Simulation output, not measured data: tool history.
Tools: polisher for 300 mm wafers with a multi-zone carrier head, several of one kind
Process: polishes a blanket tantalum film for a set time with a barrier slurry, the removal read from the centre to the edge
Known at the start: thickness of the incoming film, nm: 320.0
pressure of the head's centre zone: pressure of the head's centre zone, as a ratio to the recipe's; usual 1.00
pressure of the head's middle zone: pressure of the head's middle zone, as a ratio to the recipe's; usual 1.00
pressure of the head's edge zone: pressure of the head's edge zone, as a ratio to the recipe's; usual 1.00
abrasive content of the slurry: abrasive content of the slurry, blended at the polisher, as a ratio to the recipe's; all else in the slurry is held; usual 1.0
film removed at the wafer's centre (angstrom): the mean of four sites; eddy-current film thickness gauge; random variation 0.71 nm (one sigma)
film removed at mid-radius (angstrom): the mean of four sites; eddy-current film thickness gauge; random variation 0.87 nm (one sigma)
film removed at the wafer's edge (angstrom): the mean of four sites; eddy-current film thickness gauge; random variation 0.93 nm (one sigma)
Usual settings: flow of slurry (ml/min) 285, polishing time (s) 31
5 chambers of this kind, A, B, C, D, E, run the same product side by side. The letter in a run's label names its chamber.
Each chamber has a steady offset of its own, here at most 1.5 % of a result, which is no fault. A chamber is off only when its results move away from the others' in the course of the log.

run,day,flow of slurry (ml/min),pressure of the head's centre zone,pressure of the head's middle zone,pressure of the head's edge zone,abrasive content of the slurry,polishing time (s),film removed at the wafer's centre (angstrom),film removed at mid-radius (angstrom),film removed at the wafer's edge (angstrom)
1C,0.404,285,1.00,1.00,1.00,1.0,31,652.14,653.04,658.69
2B,0.975,285,1.00,1.00,1.00,1.0,31,676.09,636.09,658.89
# day 0.983: chamber E: centre zone pressure recalibrated
# day 1.496: chamber D: worn pad replaced by a new one
3D,1.608,285,1.00,1.00,1.00,1.0,31,656.59,651.29,648.77
4E,1.921,285,1.00,1.00,1.00,1.0,31,650.68,647.69,672.59
# day 1.967: chamber E: worn pad replaced by a new one
# day 2.379: chamber A: worn pad replaced by a new one
5A,2.492,285,1.00,1.00,1.00,1.0,31,672.09,653.24,655.74
6C,3.004,285,1.00,1.00,1.00,1.0,31,656.32,653.97,676.53
# day 3.104: chamber B: worn pad replaced by a new one
7D,3.388,285,1.00,1.00,1.00,1.0,31,649.51,650.10,653.19
# day 3.850: chamber C: worn pad replaced by a new one
8A,3.871,285,1.00,1.00,1.00,1.0,31,655.68,647.94,658.04
9B,4.362,285,1.00,1.00,1.00,1.0,31,658.74,661.76,656.22
# day 4.658: chamber C: slurry nozzle cleaned
# day 4.667: chamber D: centre zone pressure recalibrated
10E,4.917,285,1.00,1.00,1.00,1.0,31,642.22,665.26,669.29
# day 5.062: chamber D: edge zone pressure recalibrated
# day 5.117: chamber A: slurry nozzle cleaned
# day 5.396: chamber D: worn pad replaced by a new one
# day 5.412: chamber E: worn pad replaced by a new one
11B,5.425,285,1.00,1.00,1.00,1.0,31,650.89,638.12,676.61
12C,5.800,285,1.00,1.00,1.00,0.7,31,593.69,588.34,603.24
13E,6.354,285,1.00,1.00,1.00,0.7,31,573.60,596.01,590.50
# day 6.696: chamber A: worn pad replaced by a new one
# day 6.725: chamber B: worn pad replaced by a new one
14D,6.817,285,1.00,1.00,1.00,0.7,31,580.01,585.25,583.80
15A,7.446,285,1.00,1.00,1.00,0.7,31,593.23,593.74,588.73
# day 7.662: chamber C: worn pad replaced by a new one
16E,7.833,285,1.00,1.00,1.00,0.7,31,582.11,598.82,584.01
17D,8.496,285,1.00,1.00,1.00,1.0,31,659.25,653.54,660.59
18C,9.096,285,1.00,1.00,1.00,1.0,31,652.30,660.68,664.33
# day 9.279: chamber E: worn pad replaced by a new one
19A,9.754,285,1.00,0.96,1.00,1.0,31,654.52,636.81,675.53
# day 9.888: chamber D: worn pad replaced by a new one
# day 10.250: chamber A: worn pad replaced by a new one
20B,10.342,285,1.00,0.96,1.00,1.0,31,636.42,634.19,667.11
# day 10.646: chamber B: worn pad replaced by a new one
21C,10.842,285,1.00,0.96,1.00,1.0,31,653.78,624.41,666.42
# day 10.938: chamber D: slurry nozzle cleaned
# day 11.267: chamber C: worn pad replaced by a new one
22A,11.312,285,1.00,0.96,1.00,1.0,31,652.65,639.69,652.40
23B,11.758,285,1.00,0.96,1.00,1.0,31,634.23,631.44,663.09
24E,12.100,285,1.00,1.00,1.00,1.0,31,653.08,664.25,665.08
25D,12.400,285,1.00,1.00,1.00,1.0,31,670.36,653.05,652.58
26B,12.983,285,1.00,1.00,1.00,1.0,31,628.44,658.02,671.07
# day 13.517: chamber A: centre zone pressure recalibrated
27E,13.675,285,1.00,1.00,1.00,1.0,31,662.55,653.37,675.01
# day 13.683: chamber E: worn pad replaced by a new one
# day 13.850: chamber D: worn pad replaced by a new one
28A,14.050,285,1.00,1.00,1.00,1.0,31,648.40,660.46,660.57
# day 14.425: chamber B: worn pad replaced by a new one
# day 14.438: chamber A: worn pad replaced by a new one
29C,14.708,285,1.00,1.00,1.00,1.0,31,639.21,656.28,660.76
30D,15.008,285,1.00,1.00,1.00,1.0,31,660.44,663.90,652.37
31E,15.400,285,1.00,1.00,1.00,1.0,31,663.50,660.57,681.05
# day 15.450: chamber C: worn pad replaced by a new one
32B,15.875,285,1.00,1.00,1.00,1.0,31,613.45,645.39,673.89
33C,16.333,285,1.00,1.00,1.00,1.0,31,649.65,658.62,653.10
34D,16.975,285,1.00,1.00,1.00,1.0,31,660.38,655.96,653.42
# day 17.125: chamber E: worn pad replaced by a new one
# day 17.296: chamber D: worn pad replaced by a new one
35A,17.358,285,1.00,1.00,1.07,1.0,31,660.58,661.91,673.00
# day 17.412: chamber C: slurry nozzle cleaned
# day 17.933: chamber A: worn pad replaced by a new one
36C,18.046,285,1.00,1.00,1.07,1.0,31,656.51,648.70,689.45
37A,18.608,285,1.00,1.00,1.07,1.0,31,653.18,666.70,687.92
# day 18.650: chamber B: worn pad replaced by a new one
38E,18.958,285,1.00,1.00,1.07,1.0,31,658.80,664.44,699.56
39B,19.508,285,1.00,1.00,1.07,1.0,31,601.39,642.71,671.51
40D,19.996,285,1.00,1.00,1.00,1.0,31,661.27,663.37,646.01

Next, every chamber runs the same settings. What will each give?
41A,20.492,285,0.91,1.00,1.00,1.0,31,?,?,?
41B,20.492,285,0.91,1.00,1.00,1.0,31,?,?,?
41C,20.492,285,0.91,1.00,1.00,1.0,31,?,?,?
41D,20.492,285,0.91,1.00,1.00,1.0,31,?,?,?
41E,20.492,285,0.91,1.00,1.00,1.0,31,?,?,?

run,film removed at the wafer's centre (angstrom),film removed at mid-radius (angstrom),film removed at the wafer's edge (angstrom)
41A,594.22,659.22,639.44
41B,541.20,647.77,665.89
41C,587.88,662.19,657.28
41D,595.65,644.35,658.75
41E,603.35,650.47,676.93
